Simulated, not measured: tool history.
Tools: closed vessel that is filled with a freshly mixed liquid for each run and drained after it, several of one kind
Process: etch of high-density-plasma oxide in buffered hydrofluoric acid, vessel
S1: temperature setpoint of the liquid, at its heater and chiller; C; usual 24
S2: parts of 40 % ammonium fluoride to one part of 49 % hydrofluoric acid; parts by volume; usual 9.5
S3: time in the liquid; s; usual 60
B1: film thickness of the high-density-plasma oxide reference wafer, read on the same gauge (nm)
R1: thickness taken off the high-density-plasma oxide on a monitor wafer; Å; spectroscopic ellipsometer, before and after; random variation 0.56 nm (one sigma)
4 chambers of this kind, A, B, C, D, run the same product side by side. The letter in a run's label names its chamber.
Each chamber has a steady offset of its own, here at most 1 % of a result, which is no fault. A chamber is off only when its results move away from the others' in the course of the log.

run,hour,S1,S2,S3,B1,R1
1B,3.1,24,9.5,60,110.00,1003.50
2A,8.8,24,9.5,60,110.02,996.52
3D,12.0,24,9.5,60,110.01,996.02
4C,15.0,24,9.5,60,110.00,1007.00
5D,21.1,24,13.0,60,110.01,743.12
6C,25.2,24,13.0,60,110.01,755.89
# hour 27.6: chamber B: thermometer replaced
7B,29.7,24,13.0,60,110.01,748.46
# hour 32.9: chamber B: hydrofluoric acid flow meter replaced
8A,33.5,24,13.0,60,110.00,750.42
9D,38.9,24,9.5,90,109.98,1490.40
10C,45.1,24,9.5,90,110.00,1499.40
11B,50.6,24,9.5,90,109.99,1505.60
12A,53.5,24,9.5,90,110.00,1499.40
13D,57.8,24,9.5,60,110.02,994.88
14C,62.6,24,9.5,60,109.99,1004.50
15A,65.6,24,9.5,40,110.00,667.53
16B,70.7,24,9.5,40,110.02,673.40
17D,75.9,24,9.5,40,110.01,666.72
18B,79.5,24,9.5,40,110.00,670.65
19A,82.7,24,9.5,60,109.99,1002.00
20C,86.9,24,9.5,60,110.02,997.33
21A,92.2,24,9.5,60,109.99,988.39
22C,97.9,24,9.5,60,110.00,1007.20
23D,100.9,22,12.0,60,110.01,724.55
24B,106.0,22,12.0,60,110.01,732.26
25C,111.4,22,12.0,60,110.00,733.57
26B,116.7,22,12.0,60,110.00,723.56
27A,119.5,24,9.5,60,110.01,994.61
28D,124.7,24,9.5,60,110.00,992.07
29A,130.7,24,9.5,60,110.02,997.77
30C,136.3,24,9.5,60,110.00,1006.70
31D,140.9,24,9.5,60,110.00,1006.90
32B,145.9,24,9.5,60,110.00,994.42
33D,151.1,24,9.5,60,110.00,999.65
34B,154.9,24,9.5,60,110.01,1008.20
35A,157.6,24,9.5,60,109.98,996.24
36C,161.5,24,9.5,60,110.01,1007.20
37D,167.5,24,9.5,60,110.01,1002.80
38A,172.8,24,9.5,60,110.01,994.62
# hour 174.2: chamber D: hydrofluoric acid flow meter replaced
39C,178.1,24,9.5,60,110.00,999.67
40B,184.0,24,9.5,60,110.00,999.71
41D,189.9,24,9.5,60,109.99,990.46
42B,193.2,24,9.5,60,110.01,1004.10

Next, every chamber runs the same settings. What will each give?
43A,197.7,24,9.5,60,,?
43B,197.7,24,9.5,60,,?
43C,197.7,24,9.5,60,,?
43D,197.7,24,9.5,60,,?

run,R1
43A,1001.70
43B,1001.50
43C,1008.70
43D,1003.00
